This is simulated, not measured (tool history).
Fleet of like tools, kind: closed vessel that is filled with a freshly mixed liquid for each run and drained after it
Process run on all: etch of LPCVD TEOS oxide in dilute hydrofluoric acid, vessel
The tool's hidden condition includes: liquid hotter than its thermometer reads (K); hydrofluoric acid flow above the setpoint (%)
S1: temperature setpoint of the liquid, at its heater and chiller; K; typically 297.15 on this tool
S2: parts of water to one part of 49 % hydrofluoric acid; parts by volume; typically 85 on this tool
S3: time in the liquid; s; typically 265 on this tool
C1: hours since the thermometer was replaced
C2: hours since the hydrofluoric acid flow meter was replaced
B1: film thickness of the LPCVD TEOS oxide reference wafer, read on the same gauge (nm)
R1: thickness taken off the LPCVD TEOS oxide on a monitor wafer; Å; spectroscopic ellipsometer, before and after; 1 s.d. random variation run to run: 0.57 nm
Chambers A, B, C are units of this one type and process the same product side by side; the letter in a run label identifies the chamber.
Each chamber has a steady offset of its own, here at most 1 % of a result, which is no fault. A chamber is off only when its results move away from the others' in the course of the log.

run 1C day=0.400 | S1=297.15 S2=85 S3=265 | C1=502.4 C2=571.7 | B1=29.965 | R1=586.84
run 2A day=0.792 | S1=297.15 S2=85 S3=265 | C1=1213.1 C2=510.5 | B1=30.010 | R1=587.63
run 3B day=1.117 | S1=297.15 S2=85 S3=265 | C1=1045.2 C2=590.2 | B1=29.976 | R1=580.48
run 4A day=1.588 | S1=297.15 S2=85 S3=265 | C1=1232.2 C2=529.6 | B1=29.977 | R1=579.80
run 5C day=2.025 | S1=297.15 S2=85 S3=265 | C1=541.4 C2=610.7 | B1=30.022 | R1=594.31
run 6B day=2.321 | S1=297.15 S2=85 S3=265 | C1=1074.1 C2=619.1 | B1=30.006 | R1=569.80
run 7C day=2.575 | S1=297.15 S2=85 S3=265 | C1=554.6 C2=623.9 | B1=29.989 | R1=580.64
run 8A day=3.012 | S1=295.15 S2=85 S3=265 | C1=1266.4 C2=563.8 | B1=30.040 | R1=547.41
run 9B day=3.304 | S1=295.15 S2=85 S3=265 | C1=1097.7 C2=642.7 | B1=29.978 | R1=537.54
run 10C day=3.729 | S1=295.15 S2=85 S3=265 | C1=582.3 C2=651.6 | B1=29.998 | R1=539.62
run 11B day=4.100 | S1=297.15 S2=85 S3=265 | C1=1116.8 C2=661.8 | B1=29.994 | R1=593.68
-- day=4.279 chamber B: thermometer replaced
run 12A day=4.558 | S1=299.15 S2=85 S3=265 | C1=1303.5 C2=600.9 | B1=29.978 | R1=621.18
run 13A day=4.879 | S1=299.15 S2=85 S3=265 | C1=1311.2 C2=608.6 | B1=30.025 | R1=644.30
run 14C day=5.196 | S1=299.15 S2=85 S3=265 | C1=617.5 C2=686.8 | B1=29.983 | R1=641.64
run 15B day=5.471 | S1=297.15 S2=85 S3=265 | C1=28.6 C2=694.7 | B1=29.985 | R1=606.71
run 16A day=5.892 | S1=297.15 S2=85 S3=265 | C1=1335.5 C2=632.9 | B1=29.989 | R1=586.66
run 17B day=6.121 | S1=297.15 S2=85 S3=265 | C1=44.2 C2=710.3 | B1=30.032 | R1=611.07
run 18C day=6.571 | S1=297.15 S2=85 S3=265 | C1=650.5 C2=719.8 | B1=30.000 | R1=589.45
run 19A day=6.971 | S1=297.15 S2=85 S3=265 | C1=1361.4 C2=658.8 | B1=30.012 | R1=591.16
run 20B day=7.271 | S1=297.15 S2=85 S3=400 | C1=71.8 C2=737.9 | B1=29.990 | R1=933.89
run 21C day=7.717 | S1=297.15 S2=85 S3=400 | C1=678.0 C2=747.3 | B1=30.006 | R1=881.19
run 22C day=8.112 | S1=297.15 S2=85 S3=400 | C1=687.5 C2=756.8 | B1=30.011 | R1=875.05
run 23A day=8.554 | S1=297.15 S2=85 S3=265 | C1=1399.4 C2=696.8 | B1=29.989 | R1=588.84
run 24B day=8.854 | S1=293.15 S2=85 S3=265 | C1=109.8 C2=775.9 | B1=29.997 | R1=551.05
run 25C day=9.242 | S1=293.15 S2=85 S3=265 | C1=714.6 C2=783.9 | B1=30.000 | R1=490.39
run 26B day=9.479 | S1=293.15 S2=85 S3=265 | C1=124.8 C2=790.9 | B1=29.991 | R1=546.28
run 27A day=9.688 | S1=297.15 S2=85 S3=265 | C1=1426.6 C2=724.0 | B1=30.020 | R1=589.05
run 28A day=10.129 | S1=297.15 S2=85 S3=265 | C1=1437.2 C2=734.6 | B1=29.967 | R1=578.45
run 29B day=10.392 | S1=297.15 S2=85 S3=265 | C1=146.7 C2=812.8 | B1=29.995 | R1=649.82
run 30C day=10.754 | S1=297.15 S2=85 S3=265 | C1=750.9 C2=820.2 | B1=29.973 | R1=596.63

Which is it: a chamber that has drifted or been left off by a service, a gauge drift common to all chambers, or only each chamber's usual small offset? If a chamber is off, name it and its likeliest cause.

Chamber B drifts away from the others.
Likeliest cause: hydrofluoric acid flow above the setpoint (%) = 11.8.

Below are 4 candidate recipes for chamber B's next run, each the usual settings with a change, their results shown as question marks. Which of them brings B's results back in line with what the other chambers give on the usual settings?
Counts as in line when no further than this from what the other chambers average on the usual settings: R1 20.00 Å
run 31B-1 day=11.100 | S1=302.65 S2=85 S3=265 | R1=?
run 31B-2 day=11.100 | S1=296.65 S2=90 S3=230 | R1=?
run 31B-3 day=11.100 | S1=297.15 S2=90 S3=250 | R1=?
run 31B-4 day=11.100 | S1=297.15 S2=80 S3=280 | R1=?

What the other chambers average on the usual settings: R1 585.59 Å
run=31B-1 R1=813.46
run=31B-2 R1=525.11
run=31B-3 R1=582.15
run=31B-4 R1=740.57
With 31B-3, the chamber falls back in line with the rest.
